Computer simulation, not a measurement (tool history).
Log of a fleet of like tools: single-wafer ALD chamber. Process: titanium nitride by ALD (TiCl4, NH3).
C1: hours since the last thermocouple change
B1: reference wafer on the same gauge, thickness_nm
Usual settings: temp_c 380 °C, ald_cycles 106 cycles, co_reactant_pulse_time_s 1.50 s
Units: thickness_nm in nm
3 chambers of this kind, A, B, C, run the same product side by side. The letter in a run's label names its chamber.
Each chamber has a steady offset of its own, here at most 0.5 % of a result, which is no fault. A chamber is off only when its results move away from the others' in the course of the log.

run 1B hour=4.9 | temp_c=380 ald_cycles=106 co_reactant_pulse_time_s=1.50 | C1=722.5 | B1=2.3913 | thickness_nm=2.2611
run 2A hour=8.4 | temp_c=380 ald_cycles=106 co_reactant_pulse_time_s=1.50 | C1=2203.1 | B1=2.3909 | thickness_nm=2.2413
run 3C hour=12.1 | temp_c=380 ald_cycles=106 co_reactant_pulse_time_s=1.50 | C1=1593.0 | B1=2.3904 | thickness_nm=2.2550
run 4C hour=16.8 | temp_c=380 ald_cycles=106 co_reactant_pulse_time_s=1.50 | C1=1597.7 | B1=2.3901 | thickness_nm=2.2591
run 5B hour=21.2 | temp_c=380 ald_cycles=106 co_reactant_pulse_time_s=1.50 | C1=738.8 | B1=2.3914 | thickness_nm=2.2539
run 6A hour=24.7 | temp_c=380 ald_cycles=88 co_reactant_pulse_time_s=1.31 | C1=2219.4 | B1=2.3905 | thickness_nm=1.8567
run 7B hour=28.1 | temp_c=380 ald_cycles=88 co_reactant_pulse_time_s=1.31 | C1=745.7 | B1=2.3898 | thickness_nm=1.8581
run 8C hour=33.4 | temp_c=380 ald_cycles=88 co_reactant_pulse_time_s=1.31 | C1=1614.3 | B1=2.3903 | thickness_nm=1.8579
run 9A hour=37.0 | temp_c=380 ald_cycles=106 co_reactant_pulse_time_s=1.50 | C1=2231.7 | B1=2.3913 | thickness_nm=2.2425
run 10B hour=41.7 | temp_c=380 ald_cycles=122 co_reactant_pulse_time_s=1.83 | C1=759.3 | B1=2.3896 | thickness_nm=2.6235
run 11A hour=46.6 | temp_c=380 ald_cycles=122 co_reactant_pulse_time_s=1.83 | C1=2241.3 | B1=2.3906 | thickness_nm=2.6266
run 12C hour=49.7 | temp_c=380 ald_cycles=122 co_reactant_pulse_time_s=1.83 | C1=1630.6 | B1=2.3892 | thickness_nm=2.6280
run 13B hour=54.4 | temp_c=380 ald_cycles=94 co_reactant_pulse_time_s=0.92 | C1=772.0 | B1=2.3900 | thickness_nm=1.9267
run 14C hour=57.1 | temp_c=380 ald_cycles=94 co_reactant_pulse_time_s=0.92 | C1=1638.0 | B1=2.3900 | thickness_nm=1.9239
run 15A hour=61.0 | temp_c=380 ald_cycles=94 co_reactant_pulse_time_s=0.92 | C1=2255.7 | B1=2.3918 | thickness_nm=1.9195
run 16C hour=65.4 | temp_c=380 ald_cycles=106 co_reactant_pulse_time_s=1.29 | C1=1646.3 | B1=2.3896 | thickness_nm=2.2238
run 17A hour=69.0 | temp_c=380 ald_cycles=106 co_reactant_pulse_time_s=1.29 | C1=2263.7 | B1=2.3888 | thickness_nm=2.2237
run 18B hour=73.1 | temp_c=380 ald_cycles=106 co_reactant_pulse_time_s=1.29 | C1=790.7 | B1=2.3899 | thickness_nm=2.2289
run 19A hour=77.2 | temp_c=380 ald_cycles=106 co_reactant_pulse_time_s=1.50 | C1=2271.9 | B1=2.3906 | thickness_nm=2.2386
-- hour=77.7 chamber C: thermocouple changed; heater temperature recalibrated
run 20B hour=79.5 | temp_c=380 ald_cycles=106 co_reactant_pulse_time_s=1.50 | C1=797.1 | B1=2.3900 | thickness_nm=2.2623
run 21C hour=84.7 | temp_c=380 ald_cycles=106 co_reactant_pulse_time_s=1.50 | C1=7.0 | B1=2.3891 | thickness_nm=2.2545

What goes on in this fleet: one chamber off, a drifting gauge, or nothing beyond the chambers' own small offsets? Name the chamber and the cause, if any.

No chamber stands off beyond its own small offset, and the gauge holds steady.

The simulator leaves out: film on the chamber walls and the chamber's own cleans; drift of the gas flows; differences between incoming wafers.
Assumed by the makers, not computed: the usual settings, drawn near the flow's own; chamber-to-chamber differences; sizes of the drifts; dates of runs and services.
